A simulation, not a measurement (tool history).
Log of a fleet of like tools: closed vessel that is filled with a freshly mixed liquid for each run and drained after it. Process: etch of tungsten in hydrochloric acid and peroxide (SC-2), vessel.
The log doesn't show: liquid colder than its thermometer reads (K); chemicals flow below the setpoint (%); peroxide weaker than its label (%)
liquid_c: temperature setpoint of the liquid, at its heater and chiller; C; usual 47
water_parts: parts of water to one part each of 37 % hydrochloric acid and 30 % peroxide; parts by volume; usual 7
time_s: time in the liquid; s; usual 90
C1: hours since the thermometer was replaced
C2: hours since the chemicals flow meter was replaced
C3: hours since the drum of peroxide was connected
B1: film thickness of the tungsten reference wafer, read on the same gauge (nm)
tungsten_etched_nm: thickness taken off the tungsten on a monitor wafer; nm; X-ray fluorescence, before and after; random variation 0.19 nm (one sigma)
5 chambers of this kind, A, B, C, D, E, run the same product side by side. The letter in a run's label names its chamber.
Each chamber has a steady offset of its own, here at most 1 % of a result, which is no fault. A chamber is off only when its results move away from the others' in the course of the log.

run 1A hour=7 | liquid_c=47 water_parts=7 time_s=90 | C1=448.3 C2=865.3 C3=243.5 | B1=129.99 | tungsten_etched_nm=22.137
run 2E hour=17.6 | liquid_c=47 water_parts=7 time_s=90 | C1=1063.3 C2=177.8 C3=350.7 | B1=129.99 | tungsten_etched_nm=21.633
run 3D hour=27.2 | liquid_c=47 water_parts=7 time_s=90 | C1=572.6 C2=2365.6 C3=236.6 | B1=130.03 | tungsten_etched_nm=21.885
run 4C hour=38.8 | liquid_c=47 water_parts=7 time_s=90 | C1=802.3 C2=130.2 C3=426.5 | B1=130 | tungsten_etched_nm=21.786
-- hour=39.9 chamber A: chemicals flow meter replaced
run 5B hour=52.4 | liquid_c=47 water_parts=7 time_s=90 | C1=254.4 C2=639.9 C3=492.8 | B1=129.99 | tungsten_etched_nm=21.764
run 6E hour=63.1 | liquid_c=47 water_parts=7 time_s=90 | C1=1108.8 C2=223.3 C3=396.2 | B1=130 | tungsten_etched_nm=21.51
run 7B hour=71.4 | liquid_c=47 water_parts=7 time_s=90 | C1=273.4 C2=658.9 C3=511.8 | B1=129.99 | tungsten_etched_nm=21.83
run 8D hour=79.9 | liquid_c=47 water_parts=7 time_s=90 | C1=625.3 C2=2418.3 C3=289.3 | B1=130 | tungsten_etched_nm=21.981
run 9C hour=88.7 | liquid_c=47 water_parts=7 time_s=55 | C1=852.2 C2=180.1 C3=476.4 | B1=130.01 | tungsten_etched_nm=13.16
run 10A hour=99.1 | liquid_c=47 water_parts=7 time_s=55 | C1=540.4 C2=59.3 C3=335.6 | B1=130 | tungsten_etched_nm=13.459
-- hour=105.5 chamber C: new drum of peroxide connected
run 11B hour=109.2 | liquid_c=47 water_parts=7 time_s=55 | C1=311.2 C2=696.7 C3=549.6 | B1=130.02 | tungsten_etched_nm=13.322
run 12A hour=115.2 | liquid_c=47 water_parts=7 time_s=55 | C1=556.5 C2=75.4 C3=351.7 | B1=130 | tungsten_etched_nm=13.404
run 13E hour=124.7 | liquid_c=47 water_parts=7 time_s=55 | C1=1170.4 C2=284.9 C3=457.8 | B1=130.03 | tungsten_etched_nm=13.102
run 14D hour=135.1 | liquid_c=47 water_parts=7 time_s=90 | C1=680.5 C2=2473.5 C3=344.5 | B1=130.01 | tungsten_etched_nm=22.113
run 15C hour=141.3 | liquid_c=40 water_parts=8.5 time_s=90 | C1=904.8 C2=232.7 C3=35.9 | B1=130.01 | tungsten_etched_nm=11.198
run 16E hour=151.7 | liquid_c=40 water_parts=8.5 time_s=90 | C1=1197.4 C2=311.9 C3=484.8 | B1=130.01 | tungsten_etched_nm=11.382
run 17A hour=163.8 | liquid_c=40 water_parts=8.5 time_s=90 | C1=605.1 C2=124 C3=400.3 | B1=130 | tungsten_etched_nm=11.51
run 18B hour=173.4 | liquid_c=40 water_parts=8.5 time_s=90 | C1=375.4 C2=760.9 C3=613.8 | B1=130.02 | tungsten_etched_nm=11.378
run 19D hour=183.3 | liquid_c=40 water_parts=8.5 time_s=90 | C1=728.7 C2=2521.7 C3=392.7 | B1=129.99 | tungsten_etched_nm=11.556
run 20C hour=195 | liquid_c=47 water_parts=7 time_s=90 | C1=958.5 C2=286.4 C3=89.6 | B1=130 | tungsten_etched_nm=20.886
run 21A hour=204.5 | liquid_c=47 water_parts=7 time_s=90 | C1=645.8 C2=164.7 C3=441 | B1=130.03 | tungsten_etched_nm=22.019
run 22C hour=211.5 | liquid_c=47 water_parts=7 time_s=90 | C1=975 C2=302.9 C3=106.1 | B1=130.02 | tungsten_etched_nm=20.676
run 23D hour=223.5 | liquid_c=47 water_parts=7 time_s=90 | C1=768.9 C2=2561.9 C3=432.9 | B1=130.01 | tungsten_etched_nm=21.933
run 24E hour=233.5 | liquid_c=47 water_parts=7 time_s=90 | C1=1279.2 C2=393.7 C3=566.6 | B1=130.01 | tungsten_etched_nm=21.802
run 25B hour=247.2 | liquid_c=47 water_parts=7 time_s=90 | C1=449.2 C2=834.7 C3=687.6 | B1=130 | tungsten_etched_nm=21.98
run 26D hour=255.2 | liquid_c=47 water_parts=7 time_s=90 | C1=800.6 C2=2593.6 C3=464.6 | B1=129.98 | tungsten_etched_nm=22.207
run 27B hour=265.2 | liquid_c=47 water_parts=7 time_s=90 | C1=467.2 C2=852.7 C3=705.6 | B1=129.99 | tungsten_etched_nm=21.87
-- hour=273.9 chamber D: chemicals flow meter replaced
run 28E hour=277.3 | liquid_c=47 water_parts=7 time_s=90 | C1=1323 C2=437.5 C3=610.4 | B1=130.01 | tungsten_etched_nm=21.779
run 29A hour=289.2 | liquid_c=47 water_parts=5.5 time_s=65 | C1=730.5 C2=249.4 C3=525.7 | B1=130 | tungsten_etched_nm=18.854
run 30C hour=300.6 | liquid_c=47 water_parts=5.5 time_s=65 | C1=1064.1 C2=392 C3=195.2 | B1=130.01 | tungsten_etched_nm=17.287
-- hour=311.3 chamber D: new drum of peroxide connected
run 31D hour=314 | liquid_c=47 water_parts=5.5 time_s=65 | C1=859.4 C2=40.1 C3=2.8 | B1=129.99 | tungsten_etched_nm=19.009
run 32B hour=322 | liquid_c=47 water_parts=5.5 time_s=65 | C1=524 C2=909.5 C3=762.4 | B1=130.02 | tungsten_etched_nm=18.922
run 33C hour=333.2 | liquid_c=47 water_parts=5.5 time_s=65 | C1=1096.7 C2=424.6 C3=227.8 | B1=130 | tungsten_etched_nm=17.201
run 34E hour=341.4 | liquid_c=47 water_parts=7 time_s=90 | C1=1387.1 C2=501.6 C3=674.5 | B1=130 | tungsten_etched_nm=21.73
run 35A hour=349.4 | liquid_c=47 water_parts=7 time_s=90 | C1=790.7 C2=309.6 C3=585.9 | B1=129.99 | tungsten_etched_nm=21.924
run 36E hour=355.9 | liquid_c=47 water_parts=5 time_s=55 | C1=1401.6 C2=516.1 C3=689 | B1=130.01 | tungsten_etched_nm=17.037
run 37A hour=365.5 | liquid_c=47 water_parts=5 time_s=55 | C1=806.8 C2=325.7 C3=602 | B1=130 | tungsten_etched_nm=17.259
run 38C hour=375.7 | liquid_c=47 water_parts=5 time_s=55 | C1=1139.2 C2=467.1 C3=270.3 | B1=130.01 | tungsten_etched_nm=15.074

What goes on in this fleet: one chamber off, a drifting gauge, or nothing beyond the chambers' own small offsets? Name the chamber and the cause, if any.

Chamber C drifts away from the others.
Cause: liquid colder than its thermometer reads (K) = 1.88.

Here are 4 candidates for chamber C's next run, each the usual settings with a change, their results left as question marks. Which one brings its results back in line with what the others give on the usual settings?
In line means no further than this from the other chambers' mean on the usual settings: tungsten_etched_nm 0.68 nm
run 39C-1 hour=385.4 | liquid_c=50 water_parts=6.5 time_s=90 | tungsten_etched_nm=?
run 39C-2 hour=385.4 | liquid_c=45 water_parts=7 time_s=90 | tungsten_etched_nm=?
run 39C-3 hour=385.4 | liquid_c=49 water_parts=7 time_s=90 | tungsten_etched_nm=?
run 39C-4 hour=385.4 | liquid_c=47 water_parts=9.5 time_s=90 | tungsten_etched_nm=?

The other chambers' mean on the usual settings: tungsten_etched_nm 21.782 nm
run=39C-1 tungsten_etched_nm=24.774
run=39C-2 tungsten_etched_nm=16.698
run=39C-3 tungsten_etched_nm=21.892
run=39C-4 tungsten_etched_nm=14.97
39C-3 brings the chamber back in line.

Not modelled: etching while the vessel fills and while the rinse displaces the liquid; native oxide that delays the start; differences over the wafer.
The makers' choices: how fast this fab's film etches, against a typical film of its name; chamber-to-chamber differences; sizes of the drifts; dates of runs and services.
